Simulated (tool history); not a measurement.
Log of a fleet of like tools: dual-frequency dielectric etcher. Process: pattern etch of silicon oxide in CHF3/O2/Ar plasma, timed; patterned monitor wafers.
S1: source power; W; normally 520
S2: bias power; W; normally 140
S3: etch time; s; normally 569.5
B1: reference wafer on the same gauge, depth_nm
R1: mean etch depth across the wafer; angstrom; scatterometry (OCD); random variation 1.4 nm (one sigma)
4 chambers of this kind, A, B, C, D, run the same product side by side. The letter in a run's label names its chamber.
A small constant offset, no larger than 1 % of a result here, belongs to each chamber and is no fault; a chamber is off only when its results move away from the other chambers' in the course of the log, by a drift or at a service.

Run 1B, hour 5.4: usual settings; B1 1073.0. Result: R1 9759.8 angstrom.
Run 2D, hour 9.5: usual settings; B1 1072.9. Result: R1 9692.5 angstrom.
Run 3C, hour 13.7: usual settings; B1 1072.7. Result: R1 9798.2 angstrom.
Run 4A, hour 19.1: usual settings; B1 1072.5. Result: R1 9718.2 angstrom.
Run 5D, hour 26.8: usual settings; B1 1072.5. Result: R1 9709.9 angstrom.
Run 6B, hour 31.2: usual settings; B1 1072.5. Result: R1 9754.3 angstrom.
Run 7A, hour 38.5: usual settings; B1 1071.7. Result: R1 9748.4 angstrom.
At hour 44.2: chamber B: wet clean of the chamber.
Run 8C, hour 44.5: usual settings; B1 1072.1. Result: R1 9776.7 angstrom.
At hour 50.8: chamber D: wet clean of the chamber.
Run 9A, hour 52.2: usual settings but S2 174 W, S3 703.5 s; B1 1071.6. Result: R1 12892.0 angstrom.
Run 10D, hour 61.0: usual settings but S2 174 W, S3 703.5 s; B1 1071.4. Result: R1 12879.0 angstrom.
Run 11B, hour 66.8: usual settings but S2 174 W, S3 703.5 s; B1 1071.4. Result: R1 12906.0 angstrom.
At hour 69.2: chamber C: wet clean of the chamber.
Run 12C, hour 71.0: usual settings but S2 174 W, S3 703.5 s; B1 1071.2. Result: R1 12967.0 angstrom.
Run 13B, hour 76.2: usual settings; B1 1071.1. Result: R1 9744.8 angstrom.
Run 14A, hour 82.9: usual settings; B1 1071.1. Result: R1 9724.2 angstrom.
At hour 83.8: chamber A: bias power generator calibrated.
Run 15D, hour 90.5: usual settings; B1 1071.0. Result: R1 9700.4 angstrom.
Run 16C, hour 96.3: usual settings; B1 1070.4. Result: R1 9781.3 angstrom.
Run 17A, hour 101.7: usual settings; B1 1070.3. Result: R1 9696.4 angstrom.
Run 18C, hour 109.8: usual settings; B1 1070.2. Result: R1 9763.2 angstrom.
Run 19D, hour 115.2: usual settings; B1 1070.0. Result: R1 9687.6 angstrom.
Run 20B, hour 121.7: usual settings; B1 1069.6. Result: R1 9723.6 angstrom.
Run 21D, hour 129.7: usual settings but S1 560 W; B1 1069.9. Result: R1 9958.0 angstrom.
Run 22A, hour 135.7: usual settings but S1 560 W; B1 1069.3. Result: R1 9996.9 angstrom.
Run 23C, hour 141.0: usual settings but S1 560 W; B1 1069.5. Result: R1 10049.0 angstrom.
Run 24B, hour 148.6: usual settings but S1 560 W; B1 1069.4. Result: R1 10009.0 angstrom.
Run 25D, hour 153.1: usual settings; B1 1069.1. Result: R1 9658.2 angstrom.
Run 26C, hour 158.8: usual settings but S2 116 W; B1 1069.0. Result: R1 9206.1 angstrom.
Run 27A, hour 163.4: usual settings but S2 116 W; B1 1068.6. Result: R1 9160.1 angstrom.
Run 28B, hour 167.5: usual settings but S2 116 W; B1 1068.8. Result: R1 9167.3 angstrom.
Run 29A, hour 173.9: usual settings but S2 116 W; B1 1068.7. Result: R1 9148.6 angstrom.
Run 30B, hour 179.5: usual settings; B1 1068.5. Result: R1 9703.8 angstrom.
Run 31C, hour 187.9: usual settings; B1 1068.5. Result: R1 9763.9 angstrom.
Run 32D, hour 191.9: usual settings; B1 1068.0. Result: R1 9658.7 angstrom.
Run 33B, hour 199.6: usual settings; B1 1068.3. Result: R1 9740.5 angstrom.
Run 34A, hour 206.2: usual settings; B1 1068.0. Result: R1 9696.3 angstrom.
Run 35D, hour 214.1: usual settings; B1 1067.0. Result: R1 9665.9 angstrom.
Run 36C, hour 219.1: usual settings; B1 1067.6. Result: R1 9760.2 angstrom.
Run 37D, hour 226.5: usual settings; B1 1067.2. Result: R1 9657.3 angstrom.
Run 38C, hour 233.4: usual settings; B1 1067.0. Result: R1 9771.1 angstrom.
Run 39A, hour 239.5: usual settings; B1 1066.9. Result: R1 9659.3 angstrom.
Run 40B, hour 245.9: usual settings; B1 1066.8. Result: R1 9700.8 angstrom.

Predict what each chamber gives when all 4 of them run the settings below next.
Run 41A, hour 252.4: usual settings but S3 501.0 s. Result: R1 ?.
Run 41B, hour 252.4: usual settings but S3 501.0 s. Result: R1 ?.
Run 41C, hour 252.4: usual settings but S3 501.0 s. Result: R1 ?.
Run 41D, hour 252.4: usual settings but S3 501.0 s. Result: R1 ?.

run      R1
41A  8497.8
41B  8516.2
41C  8584.1
41D  8502.1
